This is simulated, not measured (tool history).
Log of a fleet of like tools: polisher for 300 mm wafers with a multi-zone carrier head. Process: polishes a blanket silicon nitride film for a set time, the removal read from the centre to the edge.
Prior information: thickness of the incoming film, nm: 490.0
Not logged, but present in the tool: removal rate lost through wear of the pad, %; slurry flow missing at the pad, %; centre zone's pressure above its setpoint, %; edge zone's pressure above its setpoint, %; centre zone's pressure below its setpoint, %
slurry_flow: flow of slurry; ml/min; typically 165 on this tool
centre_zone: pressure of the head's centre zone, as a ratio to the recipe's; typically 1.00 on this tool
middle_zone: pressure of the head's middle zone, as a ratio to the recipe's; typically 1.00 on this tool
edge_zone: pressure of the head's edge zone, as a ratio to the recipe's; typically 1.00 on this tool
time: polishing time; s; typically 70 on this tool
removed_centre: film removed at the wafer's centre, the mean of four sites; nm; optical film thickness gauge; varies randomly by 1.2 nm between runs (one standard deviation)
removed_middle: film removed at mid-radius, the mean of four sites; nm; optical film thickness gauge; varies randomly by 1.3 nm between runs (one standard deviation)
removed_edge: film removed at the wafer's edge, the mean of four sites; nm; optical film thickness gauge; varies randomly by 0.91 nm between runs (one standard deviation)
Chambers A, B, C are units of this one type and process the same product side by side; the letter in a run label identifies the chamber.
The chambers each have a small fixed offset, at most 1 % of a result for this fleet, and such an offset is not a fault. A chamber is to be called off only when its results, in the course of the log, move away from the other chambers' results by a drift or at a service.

run	day	slurry_flow	centre_zone	middle_zone	edge_zone	time	wafers polished on this pad	hours since the slurry nozzle was cleaned	hours since the centre zone pressure was calibrated	hours since the edge zone pressure was calibrated	removed_centre	removed_middle	removed_edge
# day 0.050: chamber A: edge zone pressure recalibrated
# day 0.279: chamber C: worn pad replaced by a new one
1A	0.333	165	1.00	1.00	1.00	70	150	444.3	715.2	6.8	116.32	116.30	116.32
2C	0.592	165	1.00	1.00	1.00	70	79	36.1	1302.1	313.2	117.64	117.66	117.36
3B	0.812	165	1.00	1.00	1.00	70	798	140.1	719.4	227.1	116.26	115.10	114.98
4A	1.288	165	1.00	1.00	1.00	70	394	467.2	738.1	29.7	118.68	116.61	118.16
5C	1.512	165	1.00	1.00	1.00	70	314	58.2	1324.2	335.3	117.26	115.98	116.89
6B	1.733	165	1.00	1.00	1.00	70	1033	162.2	741.5	249.2	114.38	114.24	114.41
7B	2.017	165	1.00	1.00	1.00	70	1105	169.0	748.3	256.0	115.02	115.84	114.63
# day 2.400: chamber C: worn pad replaced by a new one
8C	2.475	165	1.00	1.00	1.00	70	20	81.3	1347.3	358.4	117.24	114.98	117.45
9A	2.762	165	1.08	0.91	1.00	70	770	502.6	773.5	65.1	126.31	109.26	117.50
# day 2.767: chamber B: worn pad replaced by a new one
# day 2.929: chamber A: slurry nozzle cleaned
10A	3.062	165	1.08	0.91	1.00	70	846	3.3	780.7	72.3	126.29	104.79	117.50
11B	3.446	165	1.08	0.91	1.00	70	174	203.3	782.6	290.3	123.49	107.25	115.25
# day 3.642: chamber A: worn pad replaced by a new one
12C	3.862	165	1.00	1.00	1.00	70	373	114.6	1380.6	391.7	118.65	117.58	116.51
# day 3.875: chamber C: centre zone pressure recalibrated
13A	4.100	165	1.00	1.00	1.00	70	117	28.2	805.6	97.2	117.86	115.00	114.99
14B	4.429	165	1.00	1.00	1.00	70	424	226.9	806.2	313.9	116.72	116.93	114.72
15C	4.758	165	1.00	1.00	1.00	70	602	136.1	21.3	413.2	106.93	115.09	116.04
# day 4.829: chamber C: worn pad replaced by a new one
16B	5.212	165	1.00	1.00	1.00	70	624	245.7	825.0	332.7	115.80	114.71	114.82
17A	5.529	165	1.00	1.00	1.00	70	482	62.5	839.9	131.5	117.80	117.46	116.85
18C	5.992	165	1.00	1.00	1.07	70	297	165.7	50.9	442.8	105.49	114.77	120.48
19A	6.417	165	1.00	1.00	1.07	70	708	83.8	861.2	152.8	117.88	114.59	121.26
20B	6.675	165	1.00	1.00	1.07	70	997	280.8	860.1	367.8	114.92	115.42	119.99
# day 6.750: chamber B: worn pad replaced by a new one
# day 6.975: chamber C: worn pad replaced by a new one
21C	7.129	165	1.00	1.00	1.00	70	40	193.0	78.2	470.1	105.79	114.43	115.51
# day 7.350: chamber A: worn pad replaced by a new one
22A	7.392	165	1.00	1.00	1.00	70	11	107.2	884.6	176.2	118.04	116.26	116.46
23B	7.642	165	1.00	1.00	1.00	70	228	304.0	883.3	391.0	114.61	115.42	113.98

The same settings go to every chamber for the next run, one line per chamber below. Forecast the results for each:
24A	7.979	135	1.00	1.00	1.00	70					?	?	?
24B	7.979	135	1.00	1.00	1.00	70					?	?	?
24C	7.979	135	1.00	1.00	1.00	70					?	?	?

run	removed_centre	removed_middle	removed_edge
24A	112.26	111.09	113.35
24B	110.48	111.43	111.64
24C	100.40	111.05	112.68

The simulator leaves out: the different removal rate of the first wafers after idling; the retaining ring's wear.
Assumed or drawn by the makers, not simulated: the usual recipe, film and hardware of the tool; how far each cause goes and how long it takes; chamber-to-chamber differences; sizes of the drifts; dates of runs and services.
